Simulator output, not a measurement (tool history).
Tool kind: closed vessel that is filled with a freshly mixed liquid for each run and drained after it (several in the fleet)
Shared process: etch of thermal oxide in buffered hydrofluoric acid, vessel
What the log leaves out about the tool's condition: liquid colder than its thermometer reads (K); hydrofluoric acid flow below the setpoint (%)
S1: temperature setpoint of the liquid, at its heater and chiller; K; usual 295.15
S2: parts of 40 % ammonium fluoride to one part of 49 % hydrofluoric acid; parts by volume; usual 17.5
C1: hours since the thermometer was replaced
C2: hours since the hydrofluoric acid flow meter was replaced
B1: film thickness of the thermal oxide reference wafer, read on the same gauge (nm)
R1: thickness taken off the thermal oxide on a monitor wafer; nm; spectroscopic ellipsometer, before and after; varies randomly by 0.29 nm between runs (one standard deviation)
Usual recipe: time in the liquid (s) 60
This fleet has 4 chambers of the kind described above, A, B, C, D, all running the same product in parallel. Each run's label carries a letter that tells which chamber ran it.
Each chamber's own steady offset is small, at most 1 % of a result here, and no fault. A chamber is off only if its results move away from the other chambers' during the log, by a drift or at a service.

run 1C hour=5.5 | S1=295.15 S2=17.5 time_in_the_liquid_(s)=60 | C1=1001.7 C2=687.9 | B1=129.98 | R1=36.415
run 2B hour=14.8 | S1=295.15 S2=17.5 time_in_the_liquid_(s)=60 | C1=1300.2 C2=602.3 | B1=129.98 | R1=36.865
run 3A hour=21.3 | S1=295.15 S2=17.5 time_in_the_liquid_(s)=60 | C1=1193.6 C2=51.6 | B1=130.01 | R1=37.444
run 4D hour=29.1 | S1=295.15 S2=17.5 time_in_the_liquid_(s)=60 | C1=1071.7 C2=1175.7 | B1=130.01 | R1=36.977
run 5B hour=35.8 | S1=295.15 S2=17.5 time_in_the_liquid_(s)=60 | C1=1321.2 C2=623.3 | B1=130.01 | R1=37.043
run 6A hour=41.9 | S1=295.15 S2=17.5 time_in_the_liquid_(s)=60 | C1=1214.2 C2=72.2 | B1=129.99 | R1=37.254
run 7C hour=52.1 | S1=299.15 S2=17.5 time_in_the_liquid_(s)=50 | C1=1048.3 C2=734.5 | B1=129.97 | R1=38.065
run 8D hour=60.8 | S1=299.15 S2=17.5 time_in_the_liquid_(s)=50 | C1=1103.4 C2=1207.4 | B1=130.02 | R1=38.034
run 9B hour=71.7 | S1=299.15 S2=17.5 time_in_the_liquid_(s)=50 | C1=1357.1 C2=659.2 | B1=129.99 | R1=38.756
run 10C hour=82.5 | S1=299.15 S2=17.5 time_in_the_liquid_(s)=50 | C1=1078.7 C2=764.9 | B1=129.98 | R1=37.935
run 11A hour=89.7 | S1=295.15 S2=17.5 time_in_the_liquid_(s)=60 | C1=1262 C2=120 | B1=129.97 | R1=37.296
run 12D hour=94.7 | S1=296.65 S2=17.5 time_in_the_liquid_(s)=60 | C1=1137.3 C2=1241.3 | B1=129.99 | R1=40.003
run 13C hour=102.2 | S1=296.65 S2=17.5 time_in_the_liquid_(s)=60 | C1=1098.4 C2=784.6 | B1=130.01 | R1=40.415
run 14D hour=111.3 | S1=296.65 S2=17.5 time_in_the_liquid_(s)=60 | C1=1153.9 C2=1257.9 | B1=130.01 | R1=39.441
run 15B hour=118.4 | S1=296.65 S2=17.5 time_in_the_liquid_(s)=60 | C1=1403.8 C2=705.9 | B1=130 | R1=40.439
run 16A hour=128.9 | S1=295.15 S2=17.5 time_in_the_liquid_(s)=60 | C1=1301.2 C2=159.2 | B1=130 | R1=37.131
run 17B hour=134.6 | S1=295.15 S2=17.5 time_in_the_liquid_(s)=60 | C1=1420 C2=722.1 | B1=130 | R1=36.739
-- hour=135.3 chamber B: thermometer replaced
run 18A hour=145.7 | S1=295.15 S2=17.5 time_in_the_liquid_(s)=60 | C1=1318 C2=176 | B1=130.01 | R1=37.042
run 19D hour=154.7 | S1=295.15 S2=17.5 time_in_the_liquid_(s)=60 | C1=1197.3 C2=1301.3 | B1=129.99 | R1=36.639
run 20C hour=163.7 | S1=295.15 S2=17.5 time_in_the_liquid_(s)=60 | C1=1159.9 C2=846.1 | B1=130.05 | R1=37.025
run 21D hour=172.9 | S1=295.15 S2=17.5 time_in_the_liquid_(s)=60 | C1=1215.5 C2=1319.5 | B1=130.04 | R1=35.717
run 22A hour=180.8 | S1=295.15 S2=17.5 time_in_the_liquid_(s)=60 | C1=1353.1 C2=211.1 | B1=129.96 | R1=37.592
run 23B hour=189.6 | S1=295.15 S2=17.5 time_in_the_liquid_(s)=60 | C1=54.4 C2=777.1 | B1=129.97 | R1=37.092
run 24C hour=200.1 | S1=295.15 S2=17.5 time_in_the_liquid_(s)=60 | C1=1196.3 C2=882.5 | B1=129.96 | R1=36.948
run 25D hour=207.1 | S1=295.15 S2=17.5 time_in_the_liquid_(s)=60 | C1=1249.7 C2=1353.7 | B1=130 | R1=35.265
run 26B hour=214.1 | S1=299.65 S2=17.5 time_in_the_liquid_(s)=30 | C1=78.9 C2=801.6 | B1=130.01 | R1=23.767
run 27A hour=222.3 | S1=299.65 S2=17.5 time_in_the_liquid_(s)=30 | C1=1394.6 C2=252.6 | B1=130.02 | R1=23.714
run 28C hour=232.4 | S1=299.65 S2=17.5 time_in_the_liquid_(s)=30 | C1=1228.6 C2=914.8 | B1=130.01 | R1=23.572
run 29D hour=242.7 | S1=299.65 S2=17.5 time_in_the_liquid_(s)=30 | C1=1285.3 C2=1389.3 | B1=130.01 | R1=22.253
run 30B hour=248.4 | S1=295.15 S2=17.5 time_in_the_liquid_(s)=60 | C1=113.2 C2=835.9 | B1=129.97 | R1=37.274
run 31A hour=255.9 | S1=295.15 S2=17.5 time_in_the_liquid_(s)=60 | C1=1428.2 C2=286.2 | B1=129.99 | R1=36.574
run 32C hour=265.2 | S1=295.15 S2=17.5 time_in_the_liquid_(s)=60 | C1=1261.4 C2=947.6 | B1=130.02 | R1=37.078
run 33B hour=275.7 | S1=298.15 S2=17.5 time_in_the_liquid_(s)=60 | C1=140.5 C2=863.2 | B1=130.01 | R1=43.647
run 34D hour=281 | S1=298.15 S2=17.5 time_in_the_liquid_(s)=60 | C1=1323.6 C2=1427.6 | B1=130.01 | R1=40.486
run 35A hour=291.5 | S1=298.15 S2=17.5 time_in_the_liquid_(s)=60 | C1=1463.8 C2=321.8 | B1=129.98 | R1=44.083
run 36C hour=298.2 | S1=298.15 S2=17.5 time_in_the_liquid_(s)=60 | C1=1294.4 C2=980.6 | B1=129.99 | R1=43.469
run 37C hour=306.8 | S1=295.15 S2=17.5 time_in_the_liquid_(s)=60 | C1=1303 C2=989.2 | B1=130 | R1=37.382
run 38A hour=312.1 | S1=295.15 S2=17.5 time_in_the_liquid_(s)=60 | C1=1484.4 C2=342.4 | B1=129.96 | R1=37.127
run 39D hour=317.1 | S1=295.15 S2=17.5 time_in_the_liquid_(s)=60 | C1=1359.7 C2=1463.7 | B1=129.98 | R1=34.49
run 40B hour=323 | S1=295.15 S2=17.5 time_in_the_liquid_(s)=60 | C1=187.8 C2=910.5 | B1=130.02 | R1=36.892

Which is it: a chamber that has drifted or been left off by a service, a gauge drift common to all chambers, or only each chamber's usual small offset? If a chamber is off, name it and its likeliest cause.

One chamber, D, drifts off from the rest bit by bit.
Likeliest cause: hydrofluoric acid flow below the setpoint (%) = 8.28.
From this log alone, it may not be told apart from: liquid colder than its thermometer reads (K).

Which of the 4 candidates below, each the usual settings with something changed and its results left as question marks, puts chamber D back in line with what the other chambers give on the usual settings?
To be in line, a result may differ from the other chambers' mean on the usual settings by at most: R1 1 nm
run 41D-1 hour=331.1 | S1=294.65 S2=19 time_in_the_liquid_(s)=60 | R1=?
run 41D-2 hour=331.1 | S1=296.65 S2=17.5 time_in_the_liquid_(s)=60 | R1=?
run 41D-3 hour=331.1 | S1=295.15 S2=21.5 time_in_the_liquid_(s)=60 | R1=?
run 41D-4 hour=331.1 | S1=295.65 S2=16.5 time_in_the_liquid_(s)=65 | R1=?

On the usual settings, the other chambers give on average: R1 37.058 nm
run=41D-1 R1=30.621
run=41D-2 R1=36.759
run=41D-3 R1=28.881
run=41D-4 R1=39.953
The answer is 41D-2, which returns the chamber to within the allowed miss of the others.

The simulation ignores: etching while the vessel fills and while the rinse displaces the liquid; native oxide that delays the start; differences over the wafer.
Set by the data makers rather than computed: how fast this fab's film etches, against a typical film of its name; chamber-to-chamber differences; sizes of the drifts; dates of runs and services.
